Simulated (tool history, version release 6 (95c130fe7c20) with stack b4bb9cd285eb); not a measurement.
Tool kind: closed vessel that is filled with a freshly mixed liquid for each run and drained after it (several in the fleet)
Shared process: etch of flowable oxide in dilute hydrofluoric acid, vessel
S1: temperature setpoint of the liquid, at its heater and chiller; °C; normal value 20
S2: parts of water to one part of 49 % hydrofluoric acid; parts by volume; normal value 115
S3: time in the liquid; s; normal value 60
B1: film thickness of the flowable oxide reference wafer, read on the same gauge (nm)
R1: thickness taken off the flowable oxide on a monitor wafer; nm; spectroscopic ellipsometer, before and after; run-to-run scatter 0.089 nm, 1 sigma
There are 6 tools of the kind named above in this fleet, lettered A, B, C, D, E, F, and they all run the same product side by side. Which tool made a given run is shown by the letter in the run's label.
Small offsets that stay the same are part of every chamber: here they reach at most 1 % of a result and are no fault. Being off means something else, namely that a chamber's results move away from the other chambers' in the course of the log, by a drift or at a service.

{"run": "1B", "hour": 1.9, "S1": 20, "S2": 115, "S3": 60, "B1": 49.995, "R1": 26.118}
{"run": "2E", "hour": 5.0, "S1": 20, "S2": 115, "S3": 60, "B1": 49.992, "R1": 25.747}
{"run": "3C", "hour": 8.0, "S1": 20, "S2": 115, "S3": 60, "B1": 49.956, "R1": 26.085}
{"run": "4A", "hour": 11.6, "S1": 20, "S2": 115, "S3": 60, "B1": 49.989, "R1": 25.876}
{"run": "5F", "hour": 13.7, "S1": 20, "S2": 115, "S3": 60, "B1": 50.008, "R1": 26.034}
{"run": "6D", "hour": 17.2, "S1": 20, "S2": 115, "S3": 60, "B1": 49.996, "R1": 26.154}
{"run": "7A", "hour": 20.4, "S1": 20, "S2": 115, "S3": 60, "B1": 50.001, "R1": 26.114}
{"run": "8F", "hour": 23.8, "S1": 20, "S2": 115, "S3": 60, "B1": 49.986, "R1": 25.982}
{"run": "9D", "hour": 27.2, "S1": 20, "S2": 115, "S3": 60, "B1": 50.009, "R1": 26.142}
{"run": "10C", "hour": 29.4, "S1": 20, "S2": 115, "S3": 60, "B1": 49.997, "R1": 26.055}
{"run": "11B", "hour": 31.4, "S1": 20, "S2": 115, "S3": 60, "B1": 49.963, "R1": 26.111}
{"run": "12E", "hour": 34.0, "S1": 20, "S2": 115, "S3": 60, "B1": 50.019, "R1": 25.826}
{"run": "13E", "hour": 37.4, "S1": 20, "S2": 115, "S3": 60, "B1": 49.997, "R1": 25.88}
{"run": "14C", "hour": 39.4, "S1": 20, "S2": 115, "S3": 60, "B1": 50.019, "R1": 26.164}
{"run": "15D", "hour": 41.3, "S1": 20, "S2": 115, "S3": 60, "B1": 49.985, "R1": 26.015}
{"run": "16F", "hour": 44.0, "S1": 20, "S2": 115, "S3": 60, "B1": 49.998, "R1": 26.14}
{"run": "17A", "hour": 47.4, "S1": 20, "S2": 115, "S3": 60, "B1": 49.971, "R1": 25.943}
{"run": "18B", "hour": 49.3, "S1": 20, "S2": 115, "S3": 60, "B1": 50.024, "R1": 26.107}
{"run": "19B", "hour": 51.2, "S1": 20, "S2": 115, "S3": 60, "B1": 50.015, "R1": 26.04}
{"run": "20E", "hour": 53.4, "S1": 17, "S2": 165, "S3": 60, "B1": 50.006, "R1": 15.184}
{"run": "21C", "hour": 55.3, "S1": 17, "S2": 165, "S3": 60, "B1": 49.987, "R1": 15.414}
{"run": "22D", "hour": 59.4, "S1": 17, "S2": 165, "S3": 60, "B1": 50.004, "R1": 15.383}
{"run": "23A", "hour": 62.8, "S1": 17, "S2": 165, "S3": 60, "B1": 49.99, "R1": 15.328}
{"run": "24F", "hour": 65.8, "S1": 17, "S2": 165, "S3": 60, "B1": 49.997, "R1": 15.511}
{"run": "25E", "hour": 69.0, "S1": 17, "S2": 165, "S3": 60, "B1": 50.006, "R1": 15.202}
{"hour": 73.0, "done": "chamber A: thermometer replaced"}
{"run": "26F", "hour": 73.3, "S1": 20, "S2": 115, "S3": 60, "B1": 50.038, "R1": 26.612}
{"run": "27A", "hour": 76.9, "S1": 20, "S2": 115, "S3": 60, "B1": 50.013, "R1": 26.002}
{"run": "28B", "hour": 81.2, "S1": 20, "S2": 115, "S3": 60, "B1": 50.018, "R1": 26.019}
{"run": "29C", "hour": 85.5, "S1": 20, "S2": 115, "S3": 60, "B1": 50.019, "R1": 26.103}
{"run": "30D", "hour": 87.5, "S1": 20, "S2": 115, "S3": 60, "B1": 49.976, "R1": 26.08}
{"run": "31A", "hour": 91.2, "S1": 20, "S2": 155, "S3": 75, "B1": 50.022, "R1": 23.185}
{"run": "32C", "hour": 93.1, "S1": 20, "S2": 155, "S3": 75, "B1": 49.998, "R1": 23.216}
{"run": "33D", "hour": 96.3, "S1": 20, "S2": 155, "S3": 75, "B1": 49.966, "R1": 23.367}
{"run": "34B", "hour": 98.5, "S1": 20, "S2": 155, "S3": 75, "B1": 50.0, "R1": 23.051}
{"run": "35F", "hour": 100.8, "S1": 20, "S2": 155, "S3": 75, "B1": 50.005, "R1": 23.785}
{"run": "36E", "hour": 103.9, "S1": 20, "S2": 155, "S3": 75, "B1": 50.027, "R1": 22.962}
{"run": "37C", "hour": 107.4, "S1": 20, "S2": 115, "S3": 60, "B1": 49.994, "R1": 26.145}
{"run": "38A", "hour": 110.8, "S1": 20, "S2": 115, "S3": 60, "B1": 49.995, "R1": 26.026}
{"run": "39E", "hour": 112.8, "S1": 20, "S2": 115, "S3": 60, "B1": 49.966, "R1": 25.724}
{"run": "40D", "hour": 116.6, "S1": 20, "S2": 115, "S3": 60, "B1": 50.002, "R1": 26.076}
{"run": "41F", "hour": 119.4, "S1": 20, "S2": 145, "S3": 35, "B1": 49.979, "R1": 12.04}
{"run": "42B", "hour": 122.8, "S1": 20, "S2": 145, "S3": 35, "B1": 49.994, "R1": 11.633}
{"run": "43A", "hour": 125.0, "S1": 20, "S2": 145, "S3": 35, "B1": 49.989, "R1": 11.66}

Predict what each chamber gives when all 6 of them run the settings below next.
{"run": "44A", "hour": 128.1, "S1": 17, "S2": 115, "S3": 60, "R1": "?"}
{"run": "44B", "hour": 128.1, "S1": 17, "S2": 115, "S3": 60, "R1": "?"}
{"run": "44C", "hour": 128.1, "S1": 17, "S2": 115, "S3": 60, "R1": "?"}
{"run": "44D", "hour": 128.1, "S1": 17, "S2": 115, "S3": 60, "R1": "?"}
{"run": "44E", "hour": 128.1, "S1": 17, "S2": 115, "S3": 60, "R1": "?"}
{"run": "44F", "hour": 128.1, "S1": 17, "S2": 115, "S3": 60, "R1": "?"}

run=44A R1=23.081
run=44B R1=22.974
run=44C R1=23.059
run=44D R1=23.198
run=44E R1=22.778
run=44F R1=24.062
